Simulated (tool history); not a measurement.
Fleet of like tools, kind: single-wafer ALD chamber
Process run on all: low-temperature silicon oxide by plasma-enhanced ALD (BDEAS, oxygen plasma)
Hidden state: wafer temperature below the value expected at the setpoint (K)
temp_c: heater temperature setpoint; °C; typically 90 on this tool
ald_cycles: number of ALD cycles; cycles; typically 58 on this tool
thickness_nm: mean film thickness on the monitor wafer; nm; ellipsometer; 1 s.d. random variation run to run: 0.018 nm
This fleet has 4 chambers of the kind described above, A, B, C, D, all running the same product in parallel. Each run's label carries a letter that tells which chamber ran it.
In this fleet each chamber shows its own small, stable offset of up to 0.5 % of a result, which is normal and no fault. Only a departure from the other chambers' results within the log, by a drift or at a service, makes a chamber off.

| run | hour | temp_c | ald_cycles | hours since the last thermocouple change | read-back reference wafer on the same gauge, thickness_nm | thickness_nm |
|---|---|---|---|---|---|---|
| 1A | 3.9 | 90 | 58 | 1132.4 | 9.8014 | 8.6167 |
| 2B | 8.0 | 90 | 58 | 862.5 | 9.8009 | 8.6338 |
| 3D | 11.8 | 90 | 58 | 603.3 | 9.8051 | 8.5972 |
| 4C | 16.2 | 90 | 58 | 1606.6 | 9.7988 | 8.6035 |
| 5C | 21.1 | 97 | 50 | 1611.5 | 9.8023 | 7.2851 |
| 6D | 24.7 | 97 | 50 | 616.2 | 9.7981 | 7.2259 |
| 7A | 27.6 | 97 | 50 | 1156.1 | 9.7999 | 7.2364 |
| 8B | 30.5 | 97 | 50 | 885.0 | 9.7968 | 7.2636 |
| 9B | 36.0 | 90 | 58 | 890.5 | 9.7974 | 8.5902 |
| 10C | 41.6 | 90 | 58 | 1632.0 | 9.7986 | 8.6328 |
| 11D | 47.5 | 90 | 58 | 639.0 | 9.7953 | 8.6224 |
| 12A | 53.4 | 90 | 58 | 1181.9 | 9.8038 | 8.6288 |
| 13C | 56.9 | 90 | 58 | 1647.3 | 9.7983 | 8.6024 |
| 14B | 62.8 | 90 | 58 | 917.3 | 9.8014 | 8.6020 |
| 15D | 67.9 | 90 | 58 | 659.4 | 9.8063 | 8.6087 |
| 16A | 70.9 | 90 | 58 | 1199.4 | 9.7990 | 8.5895 |
| 17C | 75.8 | 90 | 58 | 1666.2 | 9.7941 | 8.6263 |
| 18A | 79.9 | 78 | 62 | 1208.4 | 9.8005 | 9.6216 |
| 19B | 85.0 | 78 | 62 | 939.5 | 9.7974 | 9.5805 |
| 20D | 90.4 | 78 | 62 | 681.9 | 9.8004 | 9.5818 |
| 21D | 95.5 | 78 | 62 | 687.0 | 9.8045 | 9.5258 |
| 22C | 99.3 | 90 | 58 | 1689.7 | 9.7949 | 8.6247 |
| 23B | 105.3 | 90 | 58 | 959.8 | 9.7992 | 8.6458 |
| 24A | 110.4 | 90 | 58 | 1238.9 | 9.7983 | 8.6687 |
| 25B | 115.3 | 90 | 58 | 969.8 | 9.8010 | 8.6174 |
| 26A | 119.3 | 90 | 58 | 1247.8 | 9.7949 | 8.6922 |
| 27D | 122.8 | 103 | 47 | 714.3 | 9.8037 | 6.6943 |
| 28C | 127.1 | 103 | 47 | 1717.5 | 9.7976 | 6.7166 |
| 29B | 130.8 | 103 | 47 | 985.3 | 9.7999 | 6.6890 |
| 30D | 136.4 | 103 | 47 | 727.9 | 9.8011 | 6.6862 |
| 31A | 139.0 | 90 | 58 | 1267.5 | 9.8027 | 8.7035 |
| 32C | 144.8 | 90 | 58 | 1735.2 | 9.7987 | 8.6293 |
| 33A | 150.6 | 90 | 58 | 1279.1 | 9.7982 | 8.6786 |
| 34B | 156.0 | 90 | 58 | 1010.5 | 9.7977 | 8.6065 |
| 35D | 158.8 | 90 | 58 | 750.3 | 9.8004 | 8.6178 |
| 36C | 163.0 | 90 | 58 | 1753.4 | 9.7995 | 8.6631 |
| 37C | 167.5 | 90 | 68 | 1757.9 | 9.8016 | 10.1480 |
| 38A | 170.8 | 90 | 68 | 1299.3 | 9.7962 | 10.2150 |
| 39B | 176.4 | 90 | 68 | 1030.9 | 9.7964 | 10.1180 |
| 40D | 180.4 | 90 | 68 | 771.9 | 9.8002 | 10.0880 |
| 41C | 184.6 | 90 | 58 | 1775.0 | 9.8044 | 8.6718 |
| 42B | 188.7 | 90 | 58 | 1043.2 | 9.7958 | 8.6000 |
| 43A | 191.7 | 90 | 58 | 1320.2 | 9.7989 | 8.7302 |
| 44D | 196.6 | 90 | 58 | 788.1 | 9.8012 | 8.5891 |

Read the log: is a single chamber off, either drifting away or since a service, is the gauge that measures every chamber drifting, or is nothing wrong beyond small per-chamber offsets? Name any odd chamber and what most likely caused it.

It is chamber A that slowly wanders off from its peers.
What lies behind it: wafer temperature below the value expected at the setpoint (K) = 4.88.

Which of the 4 candidates below, each the usual settings with something changed and its results left as question marks, puts chamber A back in line with what the other chambers give on the usual settings?
A result is in line if it is within this distance of the other chambers' mean on the usual settings: thickness_nm 0.0690 nm
| 45A-1 | 200.9 | 99 | 58 |  |  | ? |
| 45A-2 | 200.9 | 81 | 58 |  |  | ? |
| 45A-3 | 200.9 | 85 | 58 |  |  | ? |
| 45A-4 | 200.9 | 90 | 57 |  |  | ? |

The mean the other chambers reach with the usual settings: thickness_nm 8.6205 nm
| run | thickness_nm |
|---|---|
| 45A-1 | 8.4865 |
| 45A-2 | 9.0348 |
| 45A-3 | 8.9129 |
| 45A-4 | 8.6096 |
The right change is 45A-4: it brings the chamber back within the allowed miss of the others.

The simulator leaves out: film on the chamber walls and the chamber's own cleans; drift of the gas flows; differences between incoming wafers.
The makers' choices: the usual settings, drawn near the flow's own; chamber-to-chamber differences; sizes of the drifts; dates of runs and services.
